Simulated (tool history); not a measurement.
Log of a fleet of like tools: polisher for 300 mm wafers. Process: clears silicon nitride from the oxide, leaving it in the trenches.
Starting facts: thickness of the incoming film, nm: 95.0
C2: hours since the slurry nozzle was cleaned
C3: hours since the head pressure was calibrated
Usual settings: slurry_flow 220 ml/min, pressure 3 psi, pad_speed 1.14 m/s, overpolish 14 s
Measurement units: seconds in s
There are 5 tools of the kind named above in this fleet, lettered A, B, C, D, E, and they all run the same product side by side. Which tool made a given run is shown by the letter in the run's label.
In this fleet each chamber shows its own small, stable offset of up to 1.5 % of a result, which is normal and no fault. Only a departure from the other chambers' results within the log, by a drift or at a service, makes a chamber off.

{"run": "1E", "hour": 7.2, "slurry_flow": 220, "pressure": 3, "pad_speed": 1.14, "overpolish": 14, "wafers polished on this pad": 287, "C2": 139.3, "C3": 275.7, "seconds": 98.877}
{"run": "2B", "hour": 17.4, "slurry_flow": 220, "pressure": 3, "pad_speed": 1.14, "overpolish": 14, "wafers polished on this pad": 468, "C2": 310.9, "C3": 175.8, "seconds": 96.896}
{"run": "3D", "hour": 25.1, "slurry_flow": 220, "pressure": 3, "pad_speed": 1.14, "overpolish": 14, "wafers polished on this pad": 761, "C2": 141.2, "C3": 409.3, "seconds": 97.572}
{"run": "4A", "hour": 34.1, "slurry_flow": 220, "pressure": 3, "pad_speed": 1.14, "overpolish": 14, "wafers polished on this pad": 392, "C2": 370.0, "C3": 1207.3, "seconds": 100.27}
{"hour": 43.5, "done": "chamber B: worn pad replaced by a new one"}
{"run": "5C", "hour": 44.6, "slurry_flow": 220, "pressure": 3, "pad_speed": 1.14, "overpolish": 14, "wafers polished on this pad": 444, "C2": 121.6, "C3": 179.8, "seconds": 96.295}
{"hour": 47.6, "done": "chamber E: worn pad replaced by a new one"}
{"run": "6B", "hour": 52.6, "slurry_flow": 220, "pressure": 3, "pad_speed": 1.14, "overpolish": 14, "wafers polished on this pad": 47, "C2": 346.1, "C3": 211.0, "seconds": 95.973}
{"run": "7D", "hour": 64.1, "slurry_flow": 220, "pressure": 3, "pad_speed": 1.14, "overpolish": 14, "wafers polished on this pad": 963, "C2": 180.2, "C3": 448.3, "seconds": 98.462}
{"hour": 69.7, "done": "chamber E: head pressure recalibrated"}
{"run": "8C", "hour": 73.7, "slurry_flow": 220, "pressure": 3, "pad_speed": 1.14, "overpolish": 14, "wafers polished on this pad": 595, "C2": 150.7, "C3": 208.9, "seconds": 96.533}
{"run": "9A", "hour": 85.3, "slurry_flow": 220, "pressure": 3, "pad_speed": 0.94, "overpolish": 14, "wafers polished on this pad": 657, "C2": 421.2, "C3": 1258.5, "seconds": 120.18}
{"run": "10E", "hour": 90.8, "slurry_flow": 220, "pressure": 3, "pad_speed": 0.94, "overpolish": 14, "wafers polished on this pad": 223, "C2": 222.9, "C3": 21.1, "seconds": 119.96}
{"hour": 100.8, "done": "chamber D: worn pad replaced by a new one"}
{"run": "11A", "hour": 101.6, "slurry_flow": 220, "pressure": 3, "pad_speed": 0.94, "overpolish": 14, "wafers polished on this pad": 741, "C2": 437.5, "C3": 1274.8, "seconds": 118.83}
{"run": "12E", "hour": 107.5, "slurry_flow": 220, "pressure": 3, "pad_speed": 0.94, "overpolish": 14, "wafers polished on this pad": 310, "C2": 239.6, "C3": 37.8, "seconds": 118.09}
{"run": "13C", "hour": 114.0, "slurry_flow": 220, "pressure": 3, "pad_speed": 0.94, "overpolish": 14, "wafers polished on this pad": 803, "C2": 191.0, "C3": 249.2, "seconds": 119.71}
{"run": "14D", "hour": 123.0, "slurry_flow": 220, "pressure": 3, "pad_speed": 1.14, "overpolish": 14, "wafers polished on this pad": 114, "C2": 239.1, "C3": 507.2, "seconds": 97.185}
{"run": "15B", "hour": 133.2, "slurry_flow": 220, "pressure": 3, "pad_speed": 1.14, "overpolish": 14, "wafers polished on this pad": 464, "C2": 426.7, "C3": 291.6, "seconds": 96.965}
{"run": "16E", "hour": 144.0, "slurry_flow": 220, "pressure": 3, "pad_speed": 1.14, "overpolish": 14, "wafers polished on this pad": 498, "C2": 276.1, "C3": 74.3, "seconds": 97.127}
{"hour": 144.6, "done": "chamber C: worn pad replaced by a new one"}
{"hour": 146.8, "done": "chamber E: worn pad replaced by a new one"}
{"run": "17D", "hour": 152.1, "slurry_flow": 220, "pressure": 3, "pad_speed": 1.14, "overpolish": 14, "wafers polished on this pad": 265, "C2": 268.2, "C3": 536.3, "seconds": 100.06}
{"hour": 158.1, "done": "chamber B: worn pad replaced by a new one"}
{"run": "18C", "hour": 163.0, "slurry_flow": 250, "pressure": 3, "pad_speed": 1.14, "overpolish": 17, "wafers polished on this pad": 95, "C2": 240.0, "C3": 298.2, "seconds": 96.207}
{"hour": 163.8, "done": "chamber E: slurry nozzle cleaned"}
{"run": "19B", "hour": 173.1, "slurry_flow": 250, "pressure": 3, "pad_speed": 1.14, "overpolish": 17, "wafers polished on this pad": 78, "C2": 466.6, "C3": 331.5, "seconds": 96.727}
{"run": "20A", "hour": 179.8, "slurry_flow": 250, "pressure": 3, "pad_speed": 1.14, "overpolish": 17, "wafers polished on this pad": 1146, "C2": 515.7, "C3": 1353.0, "seconds": 96.019}
{"hour": 184.9, "done": "chamber D: slurry nozzle cleaned"}
{"run": "21C", "hour": 192.0, "slurry_flow": 250, "pressure": 3, "pad_speed": 1.14, "overpolish": 17, "wafers polished on this pad": 245, "C2": 269.0, "C3": 327.2, "seconds": 96.28}
{"run": "22B", "hour": 202.0, "slurry_flow": 250, "pressure": 3, "pad_speed": 1.14, "overpolish": 17, "wafers polished on this pad": 227, "C2": 495.5, "C3": 360.4, "seconds": 98.362}
{"run": "23A", "hour": 214.0, "slurry_flow": 220, "pressure": 3, "pad_speed": 1.14, "overpolish": 14, "wafers polished on this pad": 1323, "C2": 549.9, "C3": 1387.2, "seconds": 99.935}
{"run": "24D", "hour": 221.0, "slurry_flow": 220, "pressure": 3, "pad_speed": 1.14, "overpolish": 14, "wafers polished on this pad": 621, "C2": 36.1, "C3": 605.2, "seconds": 100.88}
{"run": "25E", "hour": 232.0, "slurry_flow": 220, "pressure": 3, "pad_speed": 1.14, "overpolish": 14, "wafers polished on this pad": 440, "C2": 68.2, "C3": 162.3, "seconds": 98.036}
{"run": "26D", "hour": 237.8, "slurry_flow": 220, "pressure": 3, "pad_speed": 1.14, "overpolish": 14, "wafers polished on this pad": 708, "C2": 52.9, "C3": 622.0, "seconds": 99.887}
{"hour": 241.1, "done": "chamber A: worn pad replaced by a new one"}
{"run": "27A", "hour": 246.8, "slurry_flow": 220, "pressure": 3, "pad_speed": 1.14, "overpolish": 14, "wafers polished on this pad": 29, "C2": 582.7, "C3": 1420.0, "seconds": 99.933}
{"run": "28C", "hour": 252.6, "slurry_flow": 220, "pressure": 3, "pad_speed": 1.14, "overpolish": 14, "wafers polished on this pad": 558, "C2": 329.6, "C3": 387.8, "seconds": 96.508}
{"hour": 255.8, "done": "chamber B: worn pad replaced by a new one"}
{"run": "29B", "hour": 259.4, "slurry_flow": 220, "pressure": 3, "pad_speed": 1.34, "overpolish": 8, "wafers polished on this pad": 18, "C2": 552.9, "C3": 417.8, "seconds": 81.591}
{"hour": 262.7, "done": "chamber C: slurry nozzle cleaned"}
{"hour": 263.4, "done": "chamber E: worn pad replaced by a new one"}
{"run": "30E", "hour": 266.5, "slurry_flow": 220, "pressure": 3, "pad_speed": 1.34, "overpolish": 8, "wafers polished on this pad": 16, "C2": 102.7, "C3": 196.8, "seconds": 84.862}
{"run": "31C", "hour": 278.0, "slurry_flow": 220, "pressure": 3, "pad_speed": 1.34, "overpolish": 8, "wafers polished on this pad": 690, "C2": 15.3, "C3": 413.2, "seconds": 84.077}
{"run": "32A", "hour": 287.7, "slurry_flow": 220, "pressure": 3, "pad_speed": 1.34, "overpolish": 8, "wafers polished on this pad": 241, "C2": 623.6, "C3": 1460.9, "seconds": 82.911}
{"run": "33E", "hour": 294.9, "slurry_flow": 220, "pressure": 3, "pad_speed": 1.34, "overpolish": 8, "wafers polished on this pad": 163, "C2": 131.1, "C3": 225.2, "seconds": 81.772}
{"hour": 297.9, "done": "chamber B: head pressure recalibrated"}
{"run": "34D", "hour": 303.9, "slurry_flow": 220, "pressure": 3, "pad_speed": 1.14, "overpolish": 14, "wafers polished on this pad": 1050, "C2": 119.0, "C3": 688.1, "seconds": 99.287}
{"run": "35B", "hour": 311.5, "slurry_flow": 220, "pressure": 3, "pad_speed": 1.14, "overpolish": 14, "wafers polished on this pad": 288, "C2": 605.0, "C3": 13.6, "seconds": 97.007}
{"hour": 316.8, "done": "chamber D: head pressure recalibrated"}
{"run": "36D", "hour": 319.3, "slurry_flow": 220, "pressure": 3, "pad_speed": 1.14, "overpolish": 14, "wafers polished on this pad": 1129, "C2": 134.4, "C3": 2.5, "seconds": 100.02}

Read the log: is a single chamber off, either drifting away or since a service, is the gauge that measures every chamber drifting, or is nothing wrong beyond small per-chamber offsets? Name any odd chamber and what most likely caused it.

No chamber stands off beyond its own small offset, and the gauge holds steady.
